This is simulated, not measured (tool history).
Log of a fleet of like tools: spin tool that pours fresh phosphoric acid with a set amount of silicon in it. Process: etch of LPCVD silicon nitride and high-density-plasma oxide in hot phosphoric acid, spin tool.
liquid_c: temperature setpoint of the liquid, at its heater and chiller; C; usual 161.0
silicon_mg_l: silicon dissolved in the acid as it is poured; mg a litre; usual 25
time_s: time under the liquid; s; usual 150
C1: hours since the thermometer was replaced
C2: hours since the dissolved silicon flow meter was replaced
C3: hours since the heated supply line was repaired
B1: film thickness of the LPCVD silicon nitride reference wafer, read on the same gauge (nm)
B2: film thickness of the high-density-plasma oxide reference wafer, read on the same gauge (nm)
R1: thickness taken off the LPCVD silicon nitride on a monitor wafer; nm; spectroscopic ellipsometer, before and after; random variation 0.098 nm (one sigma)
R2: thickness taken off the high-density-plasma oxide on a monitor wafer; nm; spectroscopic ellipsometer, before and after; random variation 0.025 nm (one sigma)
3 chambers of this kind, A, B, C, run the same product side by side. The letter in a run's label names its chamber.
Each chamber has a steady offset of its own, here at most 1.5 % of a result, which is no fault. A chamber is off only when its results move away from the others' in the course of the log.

Run 1C, hour 6.1: usual settings; C1 609.7; C2 138.2; C3 737.4; B1 109.99; B2 69.961. Result: R1 14.527 nm, R2 0.16733 nm.
Run 2A, hour 17.0: usual settings; C1 638.2; C2 25.2; C3 2334.3; B1 109.99; B2 69.979. Result: R1 14.701 nm, R2 0.18524 nm.
Run 3B, hour 23.6: usual settings; C1 943.9; C2 237.8; C3 799.7; B1 109.96; B2 69.970. Result: R1 14.716 nm, R2 0.23892 nm.
Run 4B, hour 30.2: usual settings; C1 950.5; C2 244.4; C3 806.3; B1 109.97; B2 69.970. Result: R1 14.602 nm, R2 0.23900 nm.
Run 5A, hour 42.6: usual settings; C1 663.8; C2 50.8; C3 2359.9; B1 110.01; B2 69.963. Result: R1 14.583 nm, R2 0.22639 nm.
Run 6C, hour 49.7: usual settings; C1 653.3; C2 181.8; C3 781.0; B1 110.01; B2 69.925. Result: R1 14.535 nm, R2 0.24081 nm.
Run 7C, hour 58.1: usual settings; C1 661.7; C2 190.2; C3 789.4; B1 110.01; B2 70.023. Result: R1 14.424 nm, R2 0.19676 nm.
Run 8B, hour 69.1: usual settings; C1 989.4; C2 283.3; C3 845.2; B1 110.02; B2 70.066. Result: R1 14.326 nm, R2 0.23467 nm.
Run 9A, hour 76.4: usual settings but liquid_c 163.0 C, time_s 215 s; C1 697.6; C2 84.6; C3 2393.7; B1 110.01; B2 69.983. Result: R1 22.278 nm, R2 0.30431 nm.
Run 10B, hour 88.1: usual settings but liquid_c 163.0 C, time_s 215 s; C1 1008.4; C2 302.3; C3 864.2; B1 110.02; B2 69.942. Result: R1 22.219 nm, R2 0.40317 nm.
Run 11A, hour 96.8: usual settings but liquid_c 163.0 C, time_s 215 s; C1 718.0; C2 105.0; C3 2414.1; B1 110.01; B2 70.002. Result: R1 22.313 nm, R2 0.40229 nm.
Run 12C, hour 105.9: usual settings; C1 709.5; C2 238.0; C3 837.2; B1 110.00; B2 70.015. Result: R1 14.545 nm, R2 0.18803 nm.
Run 13B, hour 113.9: usual settings; C1 1034.2; C2 328.1; C3 890.0; B1 110.00; B2 69.957. Result: R1 14.434 nm, R2 0.15329 nm.
Run 14C, hour 125.0: usual settings; C1 728.6; C2 257.1; C3 856.3; B1 110.02; B2 69.995. Result: R1 14.600 nm, R2 0.21655 nm.
Run 15A, hour 137.0: usual settings; C1 758.2; C2 145.2; C3 2454.3; B1 110.01; B2 69.989. Result: R1 14.775 nm, R2 0.18233 nm.
Run 16C, hour 146.1: usual settings; C1 749.7; C2 278.2; C3 877.4; B1 110.02; B2 70.065. Result: R1 14.550 nm, R2 0.21920 nm.
Run 17A, hour 155.7: usual settings but liquid_c 163.5 C; C1 776.9; C2 163.9; C3 2473.0; B1 110.02; B2 69.998. Result: R1 15.853 nm, R2 0.27154 nm.
Run 18B, hour 167.1: usual settings but liquid_c 163.5 C; C1 1087.4; C2 381.3; C3 943.2; B1 109.98; B2 69.974. Result: R1 15.437 nm, R2 0.19302 nm.
Run 19C, hour 174.6: usual settings but liquid_c 163.5 C; C1 778.2; C2 306.7; C3 905.9; B1 110.01; B2 69.992. Result: R1 15.744 nm, R2 0.26928 nm.
Run 20B, hour 185.8: usual settings; C1 1106.1; C2 400.0; C3 961.9; B1 110.00; B2 70.028. Result: R1 14.145 nm, R2 0.14803 nm.
Run 21A, hour 196.1: usual settings but liquid_c 158.5 C, silicon_mg_l 7 mg a litre; C1 817.3; C2 204.3; C3 2513.4; B1 110.00; B2 70.028. Result: R1 13.567 nm, R2 0.25857 nm.
Run 22C, hour 207.1: usual settings but liquid_c 158.5 C, silicon_mg_l 7 mg a litre; C1 810.7; C2 339.2; C3 938.4; B1 109.99; B2 70.034. Result: R1 13.260 nm, R2 0.26180 nm.
Run 23A, hour 218.7: usual settings but liquid_c 158.5 C, silicon_mg_l 7 mg a litre; C1 839.9; C2 226.9; C3 2536.0; B1 109.99; B2 70.016. Result: R1 13.621 nm, R2 0.30530 nm.
Run 24B, hour 227.9: usual settings; C1 1148.2; C2 442.1; C3 1004.0; B1 109.99; B2 69.998. Result: R1 13.901 nm, R2 0.19849 nm.
Run 25A, hour 237.2: usual settings; C1 858.4; C2 245.4; C3 2554.5; B1 110.00; B2 69.996. Result: R1 14.533 nm, R2 0.19179 nm.
Run 26C, hour 248.6: usual settings; C1 852.2; C2 380.7; C3 979.9; B1 110.00; B2 69.998. Result: R1 14.556 nm, R2 0.19232 nm.
Run 27B, hour 255.1: usual settings; C1 1175.4; C2 469.3; C3 1031.2; B1 110.01; B2 69.977. Result: R1 13.861 nm, R2 0.17060 nm.
Run 28B, hour 263.4: usual settings; C1 1183.7; C2 477.6; C3 1039.5; B1 109.99; B2 69.990. Result: R1 13.906 nm, R2 0.19297 nm.
Run 29C, hour 272.8: usual settings; C1 876.4; C2 404.9; C3 1004.1; B1 109.98; B2 70.029. Result: R1 14.515 nm, R2 0.18013 nm.
Run 30A, hour 279.8: usual settings; C1 901.0; C2 288.0; C3 2597.1; B1 110.00; B2 70.038. Result: R1 14.728 nm, R2 0.19892 nm.
Run 31C, hour 290.6: usual settings; C1 894.2; C2 422.7; C3 1021.9; B1 109.99; B2 69.996. Result: R1 14.483 nm, R2 0.19161 nm.
Run 32A, hour 303.5: usual settings; C1 924.7; C2 311.7; C3 2620.8; B1 110.01; B2 70.054. Result: R1 14.704 nm, R2 0.21459 nm.

Is one chamber off against the others, does the gauge drift, or is nothing wrong? If a chamber is off, say which, and what the likeliest cause is.

Chamber B drifts away from the others.
Cause: temperature lost on the way to the wafer (K) = 2.1.
The log may not tell that from: liquid colder than its thermometer reads (K).

Here are 4 candidates for chamber B's next run, each the usual settings with a change, their results left as question marks. Which one brings its results back in line with what the others give on the usual settings?
In line means no further than this from the other chambers' mean on the usual settings: R1 0.340 nm; R2 0.08800 nm
Run 33B-1, hour 312.8: usual settings but silicon_mg_l 30.0 mg a litre, time_s 130 s. Result: R1 ?, R2 ?.
Run 33B-2, hour 312.8: usual settings but silicon_mg_l 23.0 mg a litre, time_s 160 s. Result: R1 ?, R2 ?.
Run 33B-3, hour 312.8: usual settings but silicon_mg_l 27.0 mg a litre, time_s 140 s. Result: R1 ?, R2 ?.
Run 33B-4, hour 312.8: usual settings but liquid_c 161.5 C, silicon_mg_l 19.5 mg a litre, time_s 170 s. Result: R1 ?, R2 ?.

The other chambers' mean on the usual settings: R1 14.567 nm; R2 0.20703 nm
  run      R1       R2
33B-1  11.824  0.13416
33B-2  14.553  0.21136
33B-3  12.733  0.16182
33B-4  15.730  0.25876
33B-2 brings the chamber back in line.

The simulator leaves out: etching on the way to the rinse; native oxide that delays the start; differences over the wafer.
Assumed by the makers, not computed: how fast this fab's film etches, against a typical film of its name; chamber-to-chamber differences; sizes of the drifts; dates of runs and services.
